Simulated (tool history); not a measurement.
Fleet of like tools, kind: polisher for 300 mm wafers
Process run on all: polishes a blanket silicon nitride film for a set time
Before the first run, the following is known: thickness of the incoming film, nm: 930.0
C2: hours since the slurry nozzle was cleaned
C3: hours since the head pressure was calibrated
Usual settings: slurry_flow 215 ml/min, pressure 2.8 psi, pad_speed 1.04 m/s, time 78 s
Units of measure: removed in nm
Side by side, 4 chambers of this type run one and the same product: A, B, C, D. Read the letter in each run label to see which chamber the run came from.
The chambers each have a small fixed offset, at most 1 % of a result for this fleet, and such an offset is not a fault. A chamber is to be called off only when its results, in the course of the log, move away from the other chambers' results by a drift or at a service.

-- day=0.362 chamber D: worn pad replaced by a new one
run 1B day=0.362 | slurry_flow=215 pressure=2.8 pad_speed=1.04 time=78 | wafers_polished_on_this_pad=706 C2=296.1 C3=705.5 | removed=128.45
run 2A day=0.704 | slurry_flow=215 pressure=2.8 pad_speed=1.04 time=78 | wafers_polished_on_this_pad=283 C2=302.2 C3=1098.4 | removed=130.4
run 3C day=1.067 | slurry_flow=215 pressure=2.8 pad_speed=1.04 time=78 | wafers_polished_on_this_pad=573 C2=54.5 C3=347.5 | removed=127.9
run 4D day=1.396 | slurry_flow=215 pressure=2.8 pad_speed=1.04 time=78 | wafers_polished_on_this_pad=157 C2=511 C3=310.3 | removed=127.99
-- day=1.854 chamber D: head pressure recalibrated
run 5A day=1.888 | slurry_flow=215 pressure=2.8 pad_speed=1.04 time=78 | wafers_polished_on_this_pad=463 C2=330.6 C3=1126.8 | removed=128.25
run 6D day=2.371 | slurry_flow=215 pressure=2.8 pad_speed=1.04 time=78 | wafers_polished_on_this_pad=304 C2=534.4 C3=12.5 | removed=128.59
-- day=2.704 chamber B: worn pad replaced by a new one
-- day=2.804 chamber C: worn pad replaced by a new one
run 7C day=2.838 | slurry_flow=215 pressure=2.8 pad_speed=1.04 time=78 | wafers_polished_on_this_pad=5 C2=97 C3=390 | removed=127.79
-- day=2.85 chamber A: head pressure recalibrated
run 8B day=3.142 | slurry_flow=215 pressure=2.8 pad_speed=1.04 time=78 | wafers_polished_on_this_pad=66 C2=362.8 C3=772.2 | removed=127.62
run 9D day=3.65 | slurry_flow=215 pressure=2.8 pad_speed=1.04 time=78 | wafers_polished_on_this_pad=498 C2=565.1 C3=43.2 | removed=126.55
-- day=3.654 chamber A: worn pad replaced by a new one
run 10C day=4.104 | slurry_flow=215 pressure=2.8 pad_speed=1.04 time=78 | wafers_polished_on_this_pad=197 C2=127.4 C3=420.4 | removed=126.76
-- day=4.129 chamber B: head pressure recalibrated
run 11B day=4.396 | slurry_flow=215 pressure=2.8 pad_speed=1.04 time=78 | wafers_polished_on_this_pad=256 C2=392.9 C3=6.5 | removed=128.51
run 12A day=4.667 | slurry_flow=215 pressure=2.8 pad_speed=1.04 time=78 | wafers_polished_on_this_pad=153 C2=397.3 C3=43.7 | removed=131
run 13B day=5.196 | slurry_flow=215 pressure=2.8 pad_speed=1.04 time=78 | wafers_polished_on_this_pad=377 C2=412.1 C3=25.7 | removed=129.54
run 14A day=5.583 | slurry_flow=215 pressure=2.8 pad_speed=1.04 time=78 | wafers_polished_on_this_pad=292 C2=419.3 C3=65.7 | removed=129.81
-- day=5.742 chamber A: slurry nozzle cleaned
run 15C day=6.054 | slurry_flow=215 pressure=2.8 pad_speed=1.04 time=78 | wafers_polished_on_this_pad=492 C2=174.2 C3=467.2 | removed=123.82
run 16D day=6.512 | slurry_flow=215 pressure=2.8 pad_speed=1.04 time=78 | wafers_polished_on_this_pad=932 C2=633.8 C3=111.9 | removed=127.06
run 17A day=6.771 | slurry_flow=215 pressure=2.8 pad_speed=1.04 time=78 | wafers_polished_on_this_pad=472 C2=24.8 C3=94.2 | removed=128.54
-- day=6.783 chamber B: slurry nozzle cleaned
run 18D day=7.017 | slurry_flow=215 pressure=2.8 pad_speed=1.04 time=78 | wafers_polished_on_this_pad=1009 C2=645.9 C3=124 | removed=127.06
run 19C day=7.438 | slurry_flow=215 pressure=2.8 pad_speed=1.04 time=78 | wafers_polished_on_this_pad=702 C2=207.4 C3=500.4 | removed=126.57
run 20B day=7.892 | slurry_flow=215 pressure=2.8 pad_speed=1.04 time=78 | wafers_polished_on_this_pad=786 C2=26.7 C3=90.4 | removed=129.35
-- day=8.054 chamber D: worn pad replaced by a new one
run 21C day=8.133 | slurry_flow=215 pressure=2.8 pad_speed=1.04 time=78 | wafers_polished_on_this_pad=808 C2=224.1 C3=517.1 | removed=122.24
run 22D day=8.458 | slurry_flow=215 pressure=2.8 pad_speed=1.04 time=78 | wafers_polished_on_this_pad=61 C2=680.5 C3=158.6 | removed=126.09
-- day=8.554 chamber C: worn pad replaced by a new one
run 23B day=8.792 | slurry_flow=215 pressure=2.8 pad_speed=1.04 time=78 | wafers_polished_on_this_pad=922 C2=48.3 C3=112 | removed=129.22
-- day=8.921 chamber A: worn pad replaced by a new one
-- day=9 chamber D: slurry nozzle cleaned
run 24A day=9.05 | slurry_flow=215 pressure=2.8 pad_speed=1.04 time=78 | wafers_polished_on_this_pad=20 C2=79.5 C3=148.9 | removed=129.19
run 25A day=9.388 | slurry_flow=215 pressure=2.8 pad_speed=1.04 time=78 | wafers_polished_on_this_pad=71 C2=87.6 C3=157 | removed=130.45
run 26C day=9.879 | slurry_flow=215 pressure=2.8 pad_speed=1.04 time=78 | wafers_polished_on_this_pad=201 C2=266 C3=559 | removed=121.2
run 27B day=10.296 | slurry_flow=215 pressure=2.8 pad_speed=1.04 time=78 | wafers_polished_on_this_pad=1150 C2=84.4 C3=148.1 | removed=127.61
-- day=10.492 chamber B: worn pad replaced by a new one
run 28D day=10.833 | slurry_flow=215 pressure=2.8 pad_speed=1.04 time=78 | wafers_polished_on_this_pad=421 C2=44 C3=215.6 | removed=128.7
run 29C day=11.242 | slurry_flow=215 pressure=2.8 pad_speed=1.04 time=78 | wafers_polished_on_this_pad=407 C2=298.7 C3=591.7 | removed=119.01
run 30A day=11.492 | slurry_flow=215 pressure=2.8 pad_speed=1.04 time=78 | wafers_polished_on_this_pad=390 C2=138.1 C3=207.5 | removed=129.24
run 31D day=11.996 | slurry_flow=215 pressure=2.8 pad_speed=1.04 time=78 | wafers_polished_on_this_pad=597 C2=71.9 C3=243.5 | removed=128.3
run 32B day=12.383 | slurry_flow=215 pressure=2.8 pad_speed=1.04 time=78 | wafers_polished_on_this_pad=287 C2=134.5 C3=198.2 | removed=125.9
run 33A day=12.7 | slurry_flow=215 pressure=2.8 pad_speed=1.04 time=78 | wafers_polished_on_this_pad=573 C2=167.1 C3=236.5 | removed=130.51
run 34B day=13.204 | slurry_flow=180 pressure=2.8 pad_speed=1.04 time=70 | wafers_polished_on_this_pad=411 C2=154.2 C3=217.9 | removed=113.96
run 35C day=13.729 | slurry_flow=180 pressure=2.8 pad_speed=1.04 time=70 | wafers_polished_on_this_pad=784 C2=358.4 C3=651.4 | removed=101.3
run 36D day=14.254 | slurry_flow=180 pressure=2.8 pad_speed=1.04 time=70 | wafers_polished_on_this_pad=940 C2=126.1 C3=297.7 | removed=109.71
-- day=14.35 chamber C: worn pad replaced by a new one
run 37D day=14.667 | slurry_flow=180 pressure=2.8 pad_speed=1.04 time=70 | wafers_polished_on_this_pad=1002 C2=136 C3=307.6 | removed=114.33
run 38C day=15.192 | slurry_flow=215 pressure=2.8 pad_speed=1.04 time=78 | wafers_polished_on_this_pad=128 C2=393.5 C3=686.5 | removed=113.43

Next, all 4 chambers run the settings below, one line each with question marks for the results. What does each chamber give?
run 39A day=15.596 | slurry_flow=215 pressure=3.6 pad_speed=1.04 time=78 | removed=?
run 39B day=15.596 | slurry_flow=215 pressure=3.6 pad_speed=1.04 time=78 | removed=?
run 39C day=15.596 | slurry_flow=215 pressure=3.6 pad_speed=1.04 time=78 | removed=?
run 39D day=15.596 | slurry_flow=215 pressure=3.6 pad_speed=1.04 time=78 | removed=?

run=39A removed=166.5
run=39B removed=165.06
run=39C removed=144.17
run=39D removed=162.86
